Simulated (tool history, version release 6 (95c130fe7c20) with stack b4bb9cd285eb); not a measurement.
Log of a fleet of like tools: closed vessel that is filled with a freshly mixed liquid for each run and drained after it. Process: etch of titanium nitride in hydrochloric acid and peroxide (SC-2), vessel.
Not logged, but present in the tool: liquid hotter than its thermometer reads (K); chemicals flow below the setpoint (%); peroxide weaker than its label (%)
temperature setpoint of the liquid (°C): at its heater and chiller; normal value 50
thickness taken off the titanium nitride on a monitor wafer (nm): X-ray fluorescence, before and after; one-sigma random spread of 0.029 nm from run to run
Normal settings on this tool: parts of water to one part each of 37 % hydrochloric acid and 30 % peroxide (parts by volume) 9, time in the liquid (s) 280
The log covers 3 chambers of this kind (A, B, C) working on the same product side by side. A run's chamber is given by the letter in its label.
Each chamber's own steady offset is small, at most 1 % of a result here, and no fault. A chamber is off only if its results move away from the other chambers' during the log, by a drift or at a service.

run  hour  temperature setpoint of the liquid (°C)  parts of water to one part each of 37 % hydrochloric acid and 30 % peroxide (parts by volume)  time in the liquid (s)  hours since the thermometer was replaced  hours since the chemicals flow meter was replaced  hours since the drum of peroxide was connected  read-back film thickness of the titanium nitride reference wafer, read on the same gauge (nm)  thickness taken off the titanium nitride on a monitor wafer (nm)
 1B   4.3                                       50                                                                                              9                     280                                     488.5                                               84.7                                           230.5                                                                                         139.98                                                            4.3055
 2C   7.1                                       50                                                                                              9                     280                                     398.7                                              875.8                                           339.9                                                                                         139.99                                                            4.3598
 3A    10                                       50                                                                                              9                     280                                    1566.6                                               1119                                           623.5                                                                                         139.99                                                             4.389
 4A    13                                       50                                                                                              9                     280                                    1569.6                                               1122                                           626.5                                                                                            140                                                            4.3434
 5B  16.8                                       50                                                                                              9                     280                                       501                                               97.2                                             243                                                                                         139.98                                                            4.3104
 6C  20.9                                       50                                                                                           12.5                     280                                     412.5                                              889.6                                           353.7                                                                                         139.97                                                               3.3
 7C  23.1                                       50                                                                                           12.5                     280                                     414.7                                              891.8                                           355.9                                                                                            140                                                            3.2848
 8A  26.1                                       50                                                                                           12.5                     280                                    1582.7                                             1135.1                                           639.6                                                                                            140                                                            3.2733
 9B  28.2                                       50                                                                                              9                     280                                     512.4                                              108.6                                           254.4                                                                                         140.04                                                            4.3403
10B  31.6                                       50                                                                                              9                     280                                     515.8                                                112                                           257.8                                                                                         140.01                                                            4.3463
11A  35.4                                       50                                                                                              9                     280                                      1592                                             1144.4                                           648.9                                                                                         139.99                                                            4.3886
12C  38.8                                       50                                                                                              6                     280                                     430.4                                              907.5                                           371.6                                                                                         139.98                                                            5.9596
13A  41.2                                       50                                                                                              6                     280                                    1597.8                                             1150.2                                           654.7                                                                                            140                                                             6.017
14C  45.4                                       50                                                                                              6                     280                                       437                                              914.1                                           378.2                                                                                         140.02                                                            5.8818
15B  49.5                                       50                                                                                              9                     280                                     533.7                                              129.9                                           275.7                                                                                         139.98                                                            4.2874
16B  53.6                                       50                                                                                              9                     280                                     537.8                                                134                                           279.8                                                                                            140                                                            4.3363
17A  57.3                                       50                                                                                              9                     280                                    1613.9                                             1166.3                                           670.8                                                                                         139.99                                                            4.2856
18C  61.3                                       50                                                                                              9                     280                                     452.9                                                930                                           394.1                                                                                         139.99                                                            4.3739
19A  65.8                                       50                                                                                              9                     280                                    1622.4                                             1174.8                                           679.3                                                                                         140.03                                                             4.366
20C  68.2                                     53.5                                                                                              9                     280                                     459.8                                              936.9                                             401                                                                                         140.01                                                            5.5126
21B  71.9                                     53.5                                                                                              9                     280                                     556.1                                              152.3                                           298.1                                                                                         139.99                                                            5.4428
22A  74.9                                     53.5                                                                                              9                     280                                    1631.5                                             1183.9                                           688.4                                                                                         140.01                                                            5.5065
23B  78.6                                       50                                                                                              9                     280                                     562.8                                                159                                           304.8                                                                                         139.99                                                            4.3289
24C  81.7                                       50                                                                                              9                     280                                     473.3                                              950.4                                           414.5                                                                                         140.02                                                            4.3486
25B  85.7                                       50                                                                                            7.5                     205                                     569.9                                              166.1                                           311.9                                                                                         139.96                                                            3.6652
26C  88.1                                       50                                                                                            7.5                     205                                     479.7                                              956.8                                           420.9                                                                                         140.01                                                            3.6861
27A  91.4                                       50                                                                                            7.5                     205                                      1648                                             1200.4                                           704.9                                                                                         139.98                                                            3.7332
28B  93.8                                     41.5                                                                                           12.5                     280                                       578                                              174.2                                             320                                                                                         140.01                                                             1.825

For the next run the whole fleet of 3 chambers uses the same settings. Give each chamber's results:
29A  97.1                                       50                                                                                              9                     280                                                                                                                                                                                                                                                                                                             ?
29B  97.1                                       50                                                                                              9                     280                                                                                                                                                                                                                                                                                                             ?
29C  97.1                                       50                                                                                              9                     280                                                                                                                                                                                                                                                                                                             ?

run  thickness taken off the titanium nitride on a monitor wafer (nm)
29A                                                            4.3372
29B                                                            4.2993
29C                                                            4.3505
